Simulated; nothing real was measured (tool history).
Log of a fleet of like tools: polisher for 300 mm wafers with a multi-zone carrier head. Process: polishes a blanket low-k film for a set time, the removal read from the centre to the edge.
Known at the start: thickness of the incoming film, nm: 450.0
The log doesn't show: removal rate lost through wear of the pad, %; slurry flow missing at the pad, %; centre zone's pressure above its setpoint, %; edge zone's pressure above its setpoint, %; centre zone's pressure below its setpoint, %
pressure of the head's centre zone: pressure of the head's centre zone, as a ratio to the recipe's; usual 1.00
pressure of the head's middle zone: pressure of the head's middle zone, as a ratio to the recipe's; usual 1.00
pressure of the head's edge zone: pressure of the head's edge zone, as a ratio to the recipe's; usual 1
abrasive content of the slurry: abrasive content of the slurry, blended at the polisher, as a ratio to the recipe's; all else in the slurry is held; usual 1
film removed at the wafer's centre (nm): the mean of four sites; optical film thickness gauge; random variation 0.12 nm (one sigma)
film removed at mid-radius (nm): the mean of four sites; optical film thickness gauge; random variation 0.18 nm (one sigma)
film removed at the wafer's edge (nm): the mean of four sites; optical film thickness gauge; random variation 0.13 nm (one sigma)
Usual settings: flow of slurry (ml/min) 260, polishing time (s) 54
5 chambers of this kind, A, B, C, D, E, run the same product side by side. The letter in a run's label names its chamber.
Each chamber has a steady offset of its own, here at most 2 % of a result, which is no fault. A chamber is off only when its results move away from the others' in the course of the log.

run   hour  flow of slurry (ml/min)  pressure of the head's centre zone  pressure of the head's middle zone  pressure of the head's edge zone  abrasive content of the slurry  polishing time (s)  wafers polished on this pad  hours since the slurry nozzle was cleaned  hours since the centre zone pressure was calibrated  hours since the edge zone pressure was calibrated  film removed at the wafer's centre (nm)  film removed at mid-radius (nm)  film removed at the wafer's edge (nm)
 1C    9.4                      260                                1.00                                1.00                                 1                               1                  54                          396                                      581.8                                                154.5                                               39.5                                   14.812                           14.923                                 14.539
 2D   18.3                      260                                1.00                                1.00                                 1                               1                  54                          277                                      193.0                                                 45.7                                              335.9                                   14.419                           14.824                                 15.206
      20.6  -- chamber D: edge zone pressure recalibrated
      27.6  -- chamber E: edge zone pressure recalibrated
      29.1  -- chamber C: slurry nozzle cleaned
 3E   31.4                      260                                1.00                                1.00                                 1                               1                  54                          443                                      241.2                                                246.1                                                3.9                                   14.606                           15.008                                 14.863
 4A   42.2                      260                                1.00                                1.00                                 1                               1                  54                          434                                      265.2                                                846.8                                              124.7                                   14.743                           14.901                                 14.674
      54.6  -- chamber C: worn pad replaced by a new one
 5B   54.9                      260                                1.00                                1.04                                 1                               1                  46                         1106                                      214.3                                                385.5                                              591.5                                   12.573                           13.086                                 12.716
      57.9  -- chamber E: worn pad replaced by a new one
      60.1  -- chamber B: worn pad replaced by a new one
 6C   66.6                      260                                1.00                                1.04                                 1                               1                  46                          100                                       37.5                                                211.7                                               96.7                                   12.753                           13.100                                 12.566
      72.6  -- chamber D: worn pad replaced by a new one
      76.3  -- chamber A: slurry nozzle cleaned
      77.1  -- chamber A: worn pad replaced by a new one
 7D   77.5                      260                                1.00                                1.04                                 1                               1                  46                           41                                      252.2                                                104.9                                               57.0                                   12.432                           13.162                                 12.882
 8B   87.9                      260                                1.00                                1.04                                 1                               1                  46                          232                                      247.3                                                418.5                                              624.5                                   12.635                           12.833                                 12.667
 9E   94.4                      260                                1.00                                1.04                                 1                               1                  46                          304                                      304.2                                                309.1                                               66.9                                   12.569                           13.265                                 12.703
10A  103.8                      260                                1.00                                1.00                                 1                               1                  54                          222                                       27.6                                                908.4                                              186.3                                   14.920                           14.663                                 14.419
11A  114.6                      260                                1.00                                1.00                                 1                               1                  54                          312                                       38.4                                                919.2                                              197.1                                   14.893                           15.246                                 14.624
12C  121.4                      260                                1.00                                1.00                                 1                               1                  54                          557                                       92.3                                                266.5                                              151.5                                   14.988                           14.725                                 14.712
13D  127.9                      260                                1.00                                1.00                                 1                               1                  54                          461                                      302.6                                                155.3                                              107.4                                   14.718                           14.501                                 14.911
     129.8  -- chamber B: slurry nozzle cleaned
14E  140.7                      260                                1.00                                1.00                                 1                               1                  54                          691                                      350.5                                                355.4                                              113.2                                   14.748                           15.160                                 14.627
     141.5  -- chamber E: worn pad replaced by a new one
     143.6  -- chamber C: worn pad replaced by a new one
     146.5  -- chamber D: worn pad replaced by a new one
15B  147.0                      260                                1.09                                1.00                                 1                               1                  54                          725                                       17.3                                                477.6                                              683.6                                   16.503                           14.852                                 14.973
16B  158.2                      260                                1.09                                1.00                                 1                               1                  54                          818                                       28.5                                                488.8                                              694.8                                   16.091                           15.012                                 14.619
     166.0  -- chamber A: worn pad replaced by a new one
17E  170.2                      260                                1.09                                1.00                                 1                               1                  54                          239                                      380.0                                                384.9                                              142.7                                   16.196                           15.204                                 14.767
18C  176.4                      260                                1.09                                1.00                                 1                               1                  54                          274                                      147.3                                                321.5                                              206.5                                   16.416                           14.726                                 14.669
19A  182.9                      260                                1.09                                1.00                                 1                               1                  54                          141                                      106.7                                                987.5                                              265.4                                   16.069                           14.529                                 14.872
20D  194.5                      260                                1.00                                1.00                                 1                               1                  54                          400                                      369.2                                                221.9                                              174.0                                   14.466                           14.917                                 14.793
     198.0  -- chamber B: worn pad replaced by a new one
21D  202.2                      260                                1.00                                1.00                                 1                               1                  54                          465                                      376.9                                                229.6                                              181.7                                   14.834                           14.806                                 15.052
22B  210.8                      260                                1.00                                1.00                                 1                               1                  54                          107                                       81.1                                                541.4                                              747.4                                   14.787                           15.313                                 14.832
     218.5  -- chamber E: worn pad replaced by a new one
23E  219.6                      260                                1.00                                1.00                                 1                               1                  54                            9                                      429.4                                                434.3                                              192.1                                   14.699                           15.016                                 14.604
24A  229.9                      260                                1.00                                1.00                                 1                               1                  54                          533                                      153.7                                               1034.5                                              312.4                                   14.941                           14.647                                 14.790
     230.7  -- chamber D: worn pad replaced by a new one
     232.0  -- chamber C: worn pad replaced by a new one
25C  237.3                      260                                1.00                                1.00                                 1                               1                  54                           44                                      208.2                                                382.4                                              267.4                                   15.084                           14.801                                 14.850
     240.2  -- chamber A: worn pad replaced by a new one
26A  244.7                      260                                1.00                                1.00                                 1                               1                  54                           38                                      168.5                                               1049.3                                              327.2                                   14.730                           14.918                                 14.784
27D  251.0                      260                                1.00                                1.00                                 1                               1                  54                          170                                      425.7                                                278.4                                              230.5                                   14.735                           14.917                                 14.875
28E  262.6                      260                                1.00                                1.00                                 1                               1                  54                          368                                      472.4                                                477.3                                              235.1                                   14.987                           14.881                                 14.764
29C  271.0                      260                                1.00                                1.00                                 1                               1                  54                          325                                      241.9                                                416.1                                              301.1                                   14.946                           14.514                                 14.537
30B  278.8                      260                                1.00                                1.00                                 1                               1                  54                          674                                      149.1                                                609.4                                              815.4                                   14.896                           14.979                                 14.798
31C  291.3                      260                                1.00                                1.00                                 1                               1                  54                          495                                      262.2                                                436.4                                              321.4                                   15.211                           14.696                                 14.749
     292.3  -- chamber C: centre zone pressure recalibrated
     299.4  -- chamber E: worn pad replaced by a new one
32D  299.9                      260                                1.00                                1.00                                 1                               1                  54                          577                                      474.6                                                327.3                                              279.4                                   14.757                           15.152                                 15.021
33B  307.7                      260                                1.00                                1.00                                 1                               1                  54                          915                                      178.0                                                638.3                                              844.3                                   14.706                           14.849                                 14.796
     317.9  -- chamber D: worn pad replaced by a new one
34E  320.7                      260                                1.00                                1.00                                 1                               1                  54                          177                                      530.5                                                535.4                                              293.2                                   14.787                           14.875                                 14.821
     320.9  -- chamber A: worn pad replaced by a new one
     326.0  -- chamber B: worn pad replaced by a new one
35A  332.2                      260                                1.00                                1.00                                 1                               1                  54                           94                                      256.0                                               1136.8                                              414.7                                   14.875                           14.569                                 14.813
36C  344.9                      260                                1.00                                1.00                                 1                               1                  54                          942                                      315.8                                                 52.7                                              375.0                                   15.100                           14.769                                 14.556
     352.7  -- chamber A: slurry nozzle cleaned
     354.2  -- chamber E: slurry nozzle cleaned
37A  355.4                      260                                1.00                                1.00                                 1                               1                  54                          287                                        2.8                                               1160.0                                              437.9                                   15.123                           14.672                                 14.554
38E  368.0                      260                                1.00                                1.00                                 1                               1                  54                          572                                       13.9                                                582.7                                              340.5                                   14.648                           15.063                                 14.546
39D  378.5                      260                                1.00                                1.00                                 1                               1                  54                          505                                      553.2                                                405.9                                              358.0                                   14.544                           14.710                                 15.037
40B  386.4                      260                                1.00                                1.00                                 1                               1                  54                          504                                      256.7                                                717.0                                              923.0                                   14.804                           14.944                                 14.927

All 5 chambers run these settings next. Forecast each chamber's results:
41A  395.9                      330                                1.00                                1.00                                 1                               1                  54                                                                                                                                                                                                                        ?                                ?                                      ?
41B  395.9                      330                                1.00                                1.00                                 1                               1                  54                                                                                                                                                                                                                        ?                                ?                                      ?
41C  395.9                      330                                1.00                                1.00                                 1                               1                  54                                                                                                                                                                                                                        ?                                ?                                      ?
41D  395.9                      330                                1.00                                1.00                                 1                               1                  54                                                                                                                                                                                                                        ?                                ?                                      ?
41E  395.9                      330                                1.00                                1.00                                 1                               1                  54                                                                                                                                                                                                                        ?                                ?                                      ?

run  film removed at the wafer's centre (nm)  film removed at mid-radius (nm)  film removed at the wafer's edge (nm)
41A                                   15.190                           15.071                                 14.672
41B                                   15.079                           15.087                                 15.021
41C                                   15.420                           15.286                                 14.853
41D                                   15.204                           15.252                                 15.203
41E                                   15.137                           15.335                                 15.025
